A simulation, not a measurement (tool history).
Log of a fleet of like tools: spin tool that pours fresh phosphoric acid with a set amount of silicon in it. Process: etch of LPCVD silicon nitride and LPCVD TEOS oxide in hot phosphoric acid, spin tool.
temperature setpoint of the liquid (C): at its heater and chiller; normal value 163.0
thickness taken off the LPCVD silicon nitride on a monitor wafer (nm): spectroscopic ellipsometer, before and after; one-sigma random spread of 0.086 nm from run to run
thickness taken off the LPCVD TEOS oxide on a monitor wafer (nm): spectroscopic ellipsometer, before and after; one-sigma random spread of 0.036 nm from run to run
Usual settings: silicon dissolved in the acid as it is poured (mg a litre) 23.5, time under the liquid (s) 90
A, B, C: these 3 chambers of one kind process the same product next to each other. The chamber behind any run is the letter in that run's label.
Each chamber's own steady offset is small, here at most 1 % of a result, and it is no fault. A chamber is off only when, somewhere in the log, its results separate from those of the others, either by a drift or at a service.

run	hour	temperature setpoint of the liquid (C)	silicon dissolved in the acid as it is poured (mg a litre)	time under the liquid (s)	read-back film thickness of the LPCVD silicon nitride reference wafer, read on the same gauge (nm)	read-back film thickness of the LPCVD TEOS oxide reference wafer, read on the same gauge (nm)	thickness taken off the LPCVD silicon nitride on a monitor wafer (nm)	thickness taken off the LPCVD TEOS oxide on a monitor wafer (nm)
1B	4.0	163.0	23.5	90	110.02	89.974	9.1695	0.30234
2C	9.7	163.0	23.5	90	109.99	90.001	8.8006	0.31743
3A	15.2	163.0	23.5	90	110.01	90.000	8.9088	0.36133
4B	19.1	163.0	23.5	90	109.98	89.977	9.0153	0.34109
5C	23.1	163.0	23.5	90	110.00	90.012	8.8255	0.31316
6A	28.2	163.0	23.5	90	110.01	89.977	8.9507	0.28992
7B	33.0	163.0	23.5	90	109.99	90.013	8.9190	0.31604
8A	38.7	163.0	23.5	90	110.02	89.986	8.8424	0.31107
9C	44.9	163.0	23.5	90	110.00	89.976	8.8090	0.41516
10A	49.9	165.5	23.5	90	110.01	90.014	9.7764	0.30727
11C	54.8	165.5	23.5	90	110.00	90.025	9.7497	0.40805
12B	60.2	165.5	23.5	90	110.00	89.993	9.5853	0.43400
13B	64.0	163.0	23.5	90	109.98	90.005	8.9240	0.29441
14A	67.7	161.5	29.5	90	109.99	89.992	8.4035	0.24343
15C	72.2	161.5	29.5	90	109.99	90.011	8.3286	0.20821
16B	76.4	161.5	29.5	90	110.01	89.956	8.2128	0.18830
17A	79.7	163.0	23.5	90	110.00	89.999	9.0808	0.26829
18C	83.0	163.0	23.5	90	110.01	90.031	8.8557	0.28508
# hour 84.2: chamber A: thermometer replaced
19B	87.3	163.0	23.5	90	109.98	90.018	8.4767	0.24890
20A	90.5	163.0	23.5	90	109.98	89.992	8.9411	0.34594
21C	95.4	163.0	23.5	50	110.01	90.012	4.9169	0.15382
22A	99.2	163.0	23.5	50	110.00	90.001	4.9687	0.20503
23B	104.2	163.0	23.5	50	110.01	89.986	4.6791	0.17640
24C	108.2	163.0	23.5	90	110.00	90.007	8.7960	0.31787
25A	113.2	163.0	23.5	90	110.00	89.987	8.8979	0.31216
26B	117.6	163.0	9.0	130	110.00	90.014	12.0270	0.55784
27C	123.4	163.0	9.0	130	110.00	89.951	12.8800	0.69249
28B	128.5	163.0	9.0	130	110.00	90.032	11.7790	0.52691
29C	134.7	163.0	23.5	90	109.99	90.023	8.9093	0.26504
30A	139.1	160.5	15.0	90	109.98	90.001	8.0942	0.29087
31A	142.6	160.5	15.0	90	110.01	89.984	8.3236	0.33475
32B	149.0	160.5	15.0	90	109.99	90.011	7.3937	0.25053
33C	154.8	163.0	10.5	120	109.99	90.042	11.9340	0.68506
34A	160.3	163.0	10.5	120	110.00	90.005	12.0320	0.48547

Which is it: a chamber that has drifted or been left off by a service, a gauge drift common to all chambers, or only each chamber's usual small offset? If a chamber is off, name it and its likeliest cause.

It is chamber B that slowly wanders off from its peers.
Cause: temperature lost on the way to the wafer (K) = 4.03.

Below are 4 candidate recipes for chamber B's next run, each the usual settings with a change, their results shown as question marks. Which of them brings B's results back in line with what the other chambers give on the usual settings?
In line here means within this much of the mean the other chambers give on the usual settings: thickness taken off the LPCVD silicon nitride on a monitor wafer (nm) 0.3000; thickness taken off the LPCVD TEOS oxide on a monitor wafer (nm) 0.13000
35B-1	165.0	163.5	12.0	115			?	?
35B-2	165.0	163.5	18.0	100			?	?
35B-3	165.0	163.0	28.5	80			?	?
35B-4	165.0	162.5	33.5	70			?	?

What the other chambers average on the usual settings: thickness taken off the LPCVD silicon nitride on a monitor wafer (nm) 8.8992; thickness taken off the LPCVD TEOS oxide on a monitor wafer (nm) 0.31186
run	thickness taken off the LPCVD silicon nitride on a monitor wafer (nm)	thickness taken off the LPCVD TEOS oxide on a monitor wafer (nm)
35B-1	10.1440	0.43700
35B-2	8.8213	0.32634
35B-3	6.9414	0.17913
35B-4	5.9740	0.12250
It is 35B-2 that realigns the chamber with its peers.

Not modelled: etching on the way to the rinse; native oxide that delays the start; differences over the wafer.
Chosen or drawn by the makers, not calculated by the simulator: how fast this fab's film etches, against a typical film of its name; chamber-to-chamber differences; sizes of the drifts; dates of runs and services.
